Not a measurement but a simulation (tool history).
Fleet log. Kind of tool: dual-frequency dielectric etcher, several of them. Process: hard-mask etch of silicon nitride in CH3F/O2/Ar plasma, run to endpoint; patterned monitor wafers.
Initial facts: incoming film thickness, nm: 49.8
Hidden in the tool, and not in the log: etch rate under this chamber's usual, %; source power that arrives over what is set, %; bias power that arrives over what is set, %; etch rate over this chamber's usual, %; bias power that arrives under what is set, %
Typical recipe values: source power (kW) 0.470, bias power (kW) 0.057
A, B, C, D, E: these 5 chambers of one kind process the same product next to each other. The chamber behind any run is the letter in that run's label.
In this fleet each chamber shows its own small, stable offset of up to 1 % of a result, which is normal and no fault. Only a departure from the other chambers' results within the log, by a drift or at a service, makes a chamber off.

run	hour	source power (kW)	bias power (kW)	hours since the last wet clean	hours since the last source power generator calibration	hours since the last bias power generator calibration	endpoint time (s)
1D	7.6	0.470	0.057	441.7	1472.1	1460.6	74.013
2C	16.5	0.470	0.057	85.1	2286.1	1068.8	72.813
3E	24.3	0.470	0.057	344.0	1864.5	754.1	73.374
4B	29.3	0.470	0.057	350.4	601.5	1450.1	72.800
5A	37.7	0.470	0.057	171.2	1586.3	3152.9	74.151
6C	44.7	0.370	0.057	113.3	2314.3	1097.0	79.787
7D	49.8	0.370	0.057	483.9	1514.3	1502.8	81.543
8E	57.7	0.370	0.057	377.4	1897.9	787.5	80.850
# hour 61.5: chamber D: wet clean of the chamber
9B	63.6	0.370	0.057	384.7	635.8	1484.4	79.734
10A	71.0	0.370	0.057	204.5	1619.6	3186.2	80.396
11C	76.8	0.470	0.057	145.4	2346.4	1129.1	72.534
12A	82.1	0.470	0.057	215.6	1630.7	3197.3	73.274
13E	87.2	0.470	0.057	406.9	1927.4	817.0	73.503
14B	91.7	0.380	0.045	412.8	663.9	1512.5	86.042
15D	98.6	0.380	0.045	37.1	1563.1	1551.6	85.698
16D	104.2	0.380	0.045	42.7	1568.7	1557.2	86.249
17A	110.3	0.380	0.045	243.8	1658.9	3225.5	85.643
18E	117.1	0.380	0.045	436.8	1957.3	846.9	85.466
# hour 120.1: chamber E: wet clean of the chamber
19C	125.5	0.570	0.045	194.1	2395.1	1177.8	72.601
20B	130.0	0.570	0.045	451.1	702.2	1550.8	72.616
21D	138.7	0.570	0.045	77.2	1603.2	1591.7	73.232
22A	145.9	0.570	0.045	279.4	1694.5	3261.1	72.618
23B	151.6	0.570	0.045	472.7	723.8	1572.4	72.450
24C	156.1	0.470	0.062	224.7	2425.7	1208.4	70.748
25E	163.8	0.470	0.062	43.7	2004.0	893.6	74.487
26B	172.8	0.470	0.062	493.9	745.0	1593.6	71.201
27E	180.0	0.470	0.062	59.9	2020.2	909.8	74.629
28A	188.4	0.470	0.062	321.9	1737.0	3303.6	71.523
29C	196.5	0.470	0.057	265.1	2466.1	1248.8	72.897
30D	204.8	0.540	0.057	143.3	1669.3	1657.8	70.195
31B	213.0	0.540	0.057	534.1	785.2	1633.8	69.100
32A	221.5	0.540	0.057	355.0	1770.1	3336.7	69.736
33E	225.5	0.540	0.057	105.4	2065.7	955.3	72.322
34C	233.9	0.540	0.057	302.5	2503.5	1286.2	68.930
# hour 237.7: chamber D: source power generator calibrated
35D	239.7	0.470	0.057	178.2	2.0	1692.7	73.456
36A	244.3	0.470	0.057	377.8	1792.9	3359.5	73.656
37B	251.9	0.470	0.057	573.0	824.1	1672.7	72.666
38C	260.2	0.470	0.057	328.8	2529.8	1312.5	72.533

The same settings go to every chamber for the next run, one line per chamber below. Forecast the results for each:
39A	266.7	0.470	0.062				?
39B	266.7	0.470	0.062				?
39C	266.7	0.470	0.062				?
39D	266.7	0.470	0.062				?
39E	266.7	0.470	0.062				?

run	endpoint time (s)
39A	71.462
39B	70.793
39C	71.097
39D	72.304
39E	74.482
